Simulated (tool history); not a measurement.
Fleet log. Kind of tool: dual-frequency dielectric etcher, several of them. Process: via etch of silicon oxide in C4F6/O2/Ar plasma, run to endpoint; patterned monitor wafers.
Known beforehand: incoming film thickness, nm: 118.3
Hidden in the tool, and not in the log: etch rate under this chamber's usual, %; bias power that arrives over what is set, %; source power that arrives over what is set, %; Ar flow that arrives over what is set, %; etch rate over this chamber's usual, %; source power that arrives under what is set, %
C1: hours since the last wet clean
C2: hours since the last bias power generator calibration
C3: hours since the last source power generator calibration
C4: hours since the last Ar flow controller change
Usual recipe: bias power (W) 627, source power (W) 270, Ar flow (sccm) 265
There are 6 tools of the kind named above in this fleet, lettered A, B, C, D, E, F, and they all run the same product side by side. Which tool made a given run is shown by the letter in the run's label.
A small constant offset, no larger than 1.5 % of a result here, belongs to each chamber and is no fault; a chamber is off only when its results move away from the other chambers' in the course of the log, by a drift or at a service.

{"run": "1D", "day": 0.45, "bias power (W)": 627, "source power (W)": 270, "Ar flow (sccm)": 265, "C1": 405.4, "C2": 562.5, "C3": 1283.3, "C4": 1243.4, "endpoint time (s)": 27.42}
{"run": "2C", "day": 0.729, "bias power (W)": 627, "source power (W)": 270, "Ar flow (sccm)": 265, "C1": 128.9, "C2": 895.7, "C3": 436.5, "C4": 2425.6, "endpoint time (s)": 27.095}
{"run": "3A", "day": 1.017, "bias power (W)": 627, "source power (W)": 270, "Ar flow (sccm)": 265, "C1": 371.6, "C2": 2392.6, "C3": 1087.1, "C4": 3164.4, "endpoint time (s)": 27.028}
{"run": "4F", "day": 1.412, "bias power (W)": 627, "source power (W)": 270, "Ar flow (sccm)": 265, "C1": 408.5, "C2": 408.2, "C3": 1682.9, "C4": 3662.7, "endpoint time (s)": 27.075}
{"day": 1.804, "done": "chamber D: wet clean of the chamber"}
{"run": "5B", "day": 1.858, "bias power (W)": 627, "source power (W)": 270, "Ar flow (sccm)": 265, "C1": 204.3, "C2": 2327.2, "C3": 2450.4, "C4": 1411.6, "endpoint time (s)": 27.339}
{"run": "6E", "day": 2.379, "bias power (W)": 627, "source power (W)": 270, "Ar flow (sccm)": 231, "C1": 226.0, "C2": 2876.7, "C3": 2864.1, "C4": 1738.9, "endpoint time (s)": 26.747}
{"run": "7E", "day": 2.808, "bias power (W)": 627, "source power (W)": 270, "Ar flow (sccm)": 231, "C1": 236.3, "C2": 2887.0, "C3": 2874.4, "C4": 1749.2, "endpoint time (s)": 26.819}
{"run": "8C", "day": 3.429, "bias power (W)": 627, "source power (W)": 270, "Ar flow (sccm)": 231, "C1": 193.7, "C2": 960.5, "C3": 501.3, "C4": 2490.4, "endpoint time (s)": 26.671}
{"run": "9A", "day": 3.896, "bias power (W)": 627, "source power (W)": 270, "Ar flow (sccm)": 231, "C1": 440.7, "C2": 2461.7, "C3": 1156.2, "C4": 3233.5, "endpoint time (s)": 26.748}
{"run": "10B", "day": 4.512, "bias power (W)": 627, "source power (W)": 270, "Ar flow (sccm)": 231, "C1": 268.0, "C2": 2390.9, "C3": 2514.1, "C4": 1475.3, "endpoint time (s)": 26.877}
{"run": "11D", "day": 4.9, "bias power (W)": 627, "source power (W)": 270, "Ar flow (sccm)": 231, "C1": 74.4, "C2": 669.3, "C3": 1390.1, "C4": 1350.2, "endpoint time (s)": 27.093}
{"run": "12F", "day": 5.212, "bias power (W)": 627, "source power (W)": 270, "Ar flow (sccm)": 265, "C1": 499.7, "C2": 499.4, "C3": 1774.1, "C4": 3753.9, "endpoint time (s)": 26.944}
{"run": "13B", "day": 5.612, "bias power (W)": 685, "source power (W)": 270, "Ar flow (sccm)": 265, "C1": 294.4, "C2": 2417.3, "C3": 2540.5, "C4": 1501.7, "endpoint time (s)": 26.321}
{"run": "14F", "day": 5.929, "bias power (W)": 685, "source power (W)": 270, "Ar flow (sccm)": 265, "C1": 516.9, "C2": 516.6, "C3": 1791.3, "C4": 3771.1, "endpoint time (s)": 26.188}
{"run": "15A", "day": 6.35, "bias power (W)": 685, "source power (W)": 270, "Ar flow (sccm)": 265, "C1": 499.6, "C2": 2520.6, "C3": 1215.1, "C4": 3292.4, "endpoint time (s)": 26.204}
{"run": "16E", "day": 6.779, "bias power (W)": 685, "source power (W)": 270, "Ar flow (sccm)": 265, "C1": 331.6, "C2": 2982.3, "C3": 2969.7, "C4": 1844.5, "endpoint time (s)": 26.242}
{"run": "17C", "day": 7.412, "bias power (W)": 685, "source power (W)": 270, "Ar flow (sccm)": 265, "C1": 289.3, "C2": 1056.1, "C3": 596.9, "C4": 2586.0, "endpoint time (s)": 26.264}
{"day": 7.446, "done": "chamber F: wet clean of the chamber"}
{"run": "18D", "day": 7.95, "bias power (W)": 685, "source power (W)": 270, "Ar flow (sccm)": 265, "C1": 147.6, "C2": 742.5, "C3": 1463.3, "C4": 1423.4, "endpoint time (s)": 26.578}
{"day": 8.104, "done": "chamber A: wet clean of the chamber"}
{"run": "19A", "day": 8.588, "bias power (W)": 627, "source power (W)": 340, "Ar flow (sccm)": 219, "C1": 11.7, "C2": 2574.3, "C3": 1268.8, "C4": 3346.1, "endpoint time (s)": 24.347}
{"run": "20E", "day": 8.883, "bias power (W)": 627, "source power (W)": 340, "Ar flow (sccm)": 219, "C1": 382.1, "C2": 3032.8, "C3": 3020.2, "C4": 1895.0, "endpoint time (s)": 24.397}
{"run": "21B", "day": 9.196, "bias power (W)": 627, "source power (W)": 340, "Ar flow (sccm)": 219, "C1": 380.4, "C2": 2503.3, "C3": 2626.5, "C4": 1587.7, "endpoint time (s)": 23.97}
{"day": 9.604, "done": "chamber E: wet clean of the chamber"}
{"run": "22F", "day": 9.812, "bias power (W)": 627, "source power (W)": 340, "Ar flow (sccm)": 219, "C1": 56.8, "C2": 609.8, "C3": 1884.5, "C4": 3864.3, "endpoint time (s)": 24.478}
{"run": "23C", "day": 10.429, "bias power (W)": 627, "source power (W)": 340, "Ar flow (sccm)": 219, "C1": 361.7, "C2": 1128.5, "C3": 669.3, "C4": 2658.4, "endpoint time (s)": 24.461}
{"run": "24D", "day": 11.004, "bias power (W)": 627, "source power (W)": 340, "Ar flow (sccm)": 219, "C1": 220.9, "C2": 815.8, "C3": 1536.6, "C4": 1496.7, "endpoint time (s)": 24.736}
{"run": "25C", "day": 11.467, "bias power (W)": 627, "source power (W)": 270, "Ar flow (sccm)": 265, "C1": 386.6, "C2": 1153.4, "C3": 694.2, "C4": 2683.3, "endpoint time (s)": 27.077}
{"run": "26B", "day": 11.767, "bias power (W)": 627, "source power (W)": 270, "Ar flow (sccm)": 265, "C1": 442.1, "C2": 2565.0, "C3": 2688.2, "C4": 1649.4, "endpoint time (s)": 26.567}
{"run": "27D", "day": 12.092, "bias power (W)": 627, "source power (W)": 270, "Ar flow (sccm)": 265, "C1": 247.0, "C2": 841.9, "C3": 1562.7, "C4": 1522.8, "endpoint time (s)": 27.333}
{"run": "28E", "day": 12.442, "bias power (W)": 627, "source power (W)": 270, "Ar flow (sccm)": 265, "C1": 68.1, "C2": 3118.2, "C3": 3105.6, "C4": 1980.4, "endpoint time (s)": 27.175}
{"run": "29F", "day": 12.975, "bias power (W)": 627, "source power (W)": 270, "Ar flow (sccm)": 265, "C1": 132.7, "C2": 685.7, "C3": 1960.4, "C4": 3940.2, "endpoint time (s)": 27.04}
{"day": 12.992, "done": "chamber E: Ar flow controller replaced"}
{"run": "30A", "day": 13.379, "bias power (W)": 627, "source power (W)": 270, "Ar flow (sccm)": 265, "C1": 126.7, "C2": 2689.3, "C3": 1383.8, "C4": 3461.1, "endpoint time (s)": 26.913}
{"run": "31C", "day": 13.925, "bias power (W)": 627, "source power (W)": 270, "Ar flow (sccm)": 265, "C1": 445.6, "C2": 1212.4, "C3": 753.2, "C4": 2742.3, "endpoint time (s)": 26.874}
{"run": "32F", "day": 14.446, "bias power (W)": 627, "source power (W)": 270, "Ar flow (sccm)": 265, "C1": 168.0, "C2": 721.0, "C3": 1995.7, "C4": 3975.5, "endpoint time (s)": 27.022}
{"run": "33D", "day": 14.817, "bias power (W)": 627, "source power (W)": 270, "Ar flow (sccm)": 265, "C1": 312.4, "C2": 907.3, "C3": 1628.1, "C4": 1588.2, "endpoint time (s)": 27.386}
{"day": 15.196, "done": "chamber A: source power generator calibrated"}
{"run": "34A", "day": 15.325, "bias power (W)": 627, "source power (W)": 270, "Ar flow (sccm)": 265, "C1": 173.4, "C2": 2736.0, "C3": 3.2, "C4": 3507.8, "endpoint time (s)": 26.952}
{"run": "35E", "day": 15.879, "bias power (W)": 627, "source power (W)": 270, "Ar flow (sccm)": 201, "C1": 150.6, "C2": 3200.7, "C3": 3188.1, "C4": 69.3, "endpoint time (s)": 26.275}
{"run": "36B", "day": 16.45, "bias power (W)": 627, "source power (W)": 270, "Ar flow (sccm)": 201, "C1": 554.5, "C2": 2677.4, "C3": 2800.6, "C4": 1761.8, "endpoint time (s)": 25.146}

The same settings go to every chamber for the next run, one line per chamber below. Forecast the results for each:
{"run": "37A", "day": 16.917, "bias power (W)": 739, "source power (W)": 270, "Ar flow (sccm)": 265, "endpoint time (s)": "?"}
{"run": "37B", "day": 16.917, "bias power (W)": 739, "source power (W)": 270, "Ar flow (sccm)": 265, "endpoint time (s)": "?"}
{"run": "37C", "day": 16.917, "bias power (W)": 739, "source power (W)": 270, "Ar flow (sccm)": 265, "endpoint time (s)": "?"}
{"run": "37D", "day": 16.917, "bias power (W)": 739, "source power (W)": 270, "Ar flow (sccm)": 265, "endpoint time (s)": "?"}
{"run": "37E", "day": 16.917, "bias power (W)": 739, "source power (W)": 270, "Ar flow (sccm)": 265, "endpoint time (s)": "?"}
{"run": "37F", "day": 16.917, "bias power (W)": 739, "source power (W)": 270, "Ar flow (sccm)": 265, "endpoint time (s)": "?"}

run=37A endpoint_time_(s)=25.327
run=37B endpoint_time_(s)=24.377
run=37C endpoint_time_(s)=25.483
run=37D endpoint_time_(s)=25.830
run=37E endpoint_time_(s)=25.312
run=37F endpoint_time_(s)=25.289
